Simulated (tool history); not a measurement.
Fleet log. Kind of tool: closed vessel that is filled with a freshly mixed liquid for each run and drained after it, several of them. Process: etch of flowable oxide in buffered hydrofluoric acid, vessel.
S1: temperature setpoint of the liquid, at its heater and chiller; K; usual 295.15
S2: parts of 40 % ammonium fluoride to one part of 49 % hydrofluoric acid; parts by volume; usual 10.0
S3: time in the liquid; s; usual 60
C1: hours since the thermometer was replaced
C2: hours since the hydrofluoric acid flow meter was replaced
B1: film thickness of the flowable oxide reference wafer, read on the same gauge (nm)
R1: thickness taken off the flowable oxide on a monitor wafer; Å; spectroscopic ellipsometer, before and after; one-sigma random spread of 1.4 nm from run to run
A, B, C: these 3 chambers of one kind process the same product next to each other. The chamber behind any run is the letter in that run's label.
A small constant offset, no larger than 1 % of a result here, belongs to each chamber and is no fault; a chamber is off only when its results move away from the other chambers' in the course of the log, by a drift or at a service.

run   hour      S1    S2  S3     C1      C2      B1      R1
 1B    4.6  295.15  10.0  60   79.0  1018.9  119.99  2019.0
 2C    7.5  295.15  10.0  60   46.6   309.3  120.00  2076.3
 3A    9.9  295.15  10.0  60   38.3   901.0  119.98  2031.9
 4C   14.6  295.15  10.0  60   53.7   316.4  120.05  2087.0
 5B   17.3  295.15  10.0  60   91.7  1031.6  120.02  2042.7
 6A   21.9  295.15  10.0  60   50.3   913.0  120.01  2040.3
 7C   24.4  295.15  10.0  90   63.5   326.2  119.98  3087.6
 8B   28.7  295.15  10.0  90  103.1  1043.0  119.96  3064.5
 9A   31.0  295.15  10.0  90   59.4   922.1  120.03  3056.0
10B   33.6  295.15  10.0  60  108.0  1047.9  120.00  2031.8
11C   37.2  295.15  10.0  60   76.3   339.0  120.00  2063.4
12A   40.8  295.15  10.0  60   69.2   931.9  120.05  2027.1
13A   43.5  297.65  10.0  75   71.9   934.6  119.95  2931.1
14C   46.6  297.65  10.0  75   85.7   348.4  119.98  2982.9
15B   49.6  297.65  10.0  75  124.0  1063.9  120.02  2864.9
16B   54.3  295.15  10.0  60  128.7  1068.6  119.98  1999.5
17A   58.1  295.15  10.0  60   86.5   949.2  120.00  2053.7
18C   61.8  295.15  10.0  60  100.9   363.6  119.97  2051.3
19B   64.6  295.15  10.0  60  139.0  1078.9  119.99  1980.2
20A   68.6  298.65  10.0  80   97.0   959.7  120.06  3297.9
21C   71.1  298.65  10.0  80  110.2   372.9  119.97  3329.0
22C   75.0  298.65  10.0  80  114.1   376.8  119.99  3354.6
23B   79.1  295.15  10.0  60  153.5  1093.4  120.06  1969.9
24A   81.3  295.15  10.0  60  109.7   972.4  120.03  2022.9
25C   85.6  295.15  10.0  60  124.7   387.4  119.99  2050.6
26A   90.2  295.15  10.0  60  118.6   981.3  119.99  2029.2
27B   92.4  293.15  10.0  35  166.8  1106.7  120.00  1032.5
28C   95.9  293.15  10.0  35  135.0   397.7  119.98  1076.2
29B   98.8  293.15  10.0  35  173.2  1113.1  120.01  1018.7
30A  103.2  295.15  13.5  60  131.6   994.3  120.03  1525.6
31B  106.6  295.15  13.5  60  181.0  1120.9  119.99  1454.6
32A  109.1  295.15  13.5  60  137.5  1000.2  119.99  1506.3
33C  112.3  295.15  10.0  60  151.4   414.1  119.99  2036.1
34A  116.6  295.15  10.0  60  145.0  1007.7  119.98  2035.4

What goes on in this fleet: one chamber off, a drifting gauge, or nothing beyond the chambers' own small offsets? Name the chamber and the cause, if any.

Little by little, chamber B moves away from the other chambers.
Cause: hydrofluoric acid flow below the setpoint (%) = 5.92.
Not necessarily distinguishable in this log from: liquid colder than its thermometer reads (K).

Which of the 4 candidates below, each the usual settings with something changed and its results left as question marks, puts chamber B back in line with what the other chambers give on the usual settings?
Allowed miss from the other chambers' usual-settings mean, per result, to count as in line: R1 49.0 Å
35B-1  120.1  295.15   9.5  60               ?
35B-2  120.1  295.65  10.0  65               ?
35B-3  120.1  295.15  11.0  60               ?
35B-4  120.1  294.15  10.0  60               ?

Other chambers, usual settings, mean: R1 2049.2 Å
  run      R1
35B-1  2029.2
35B-2  2151.8
35B-3  1761.1
35B-4  1827.0
With 35B-1, the chamber falls back in line with the rest.
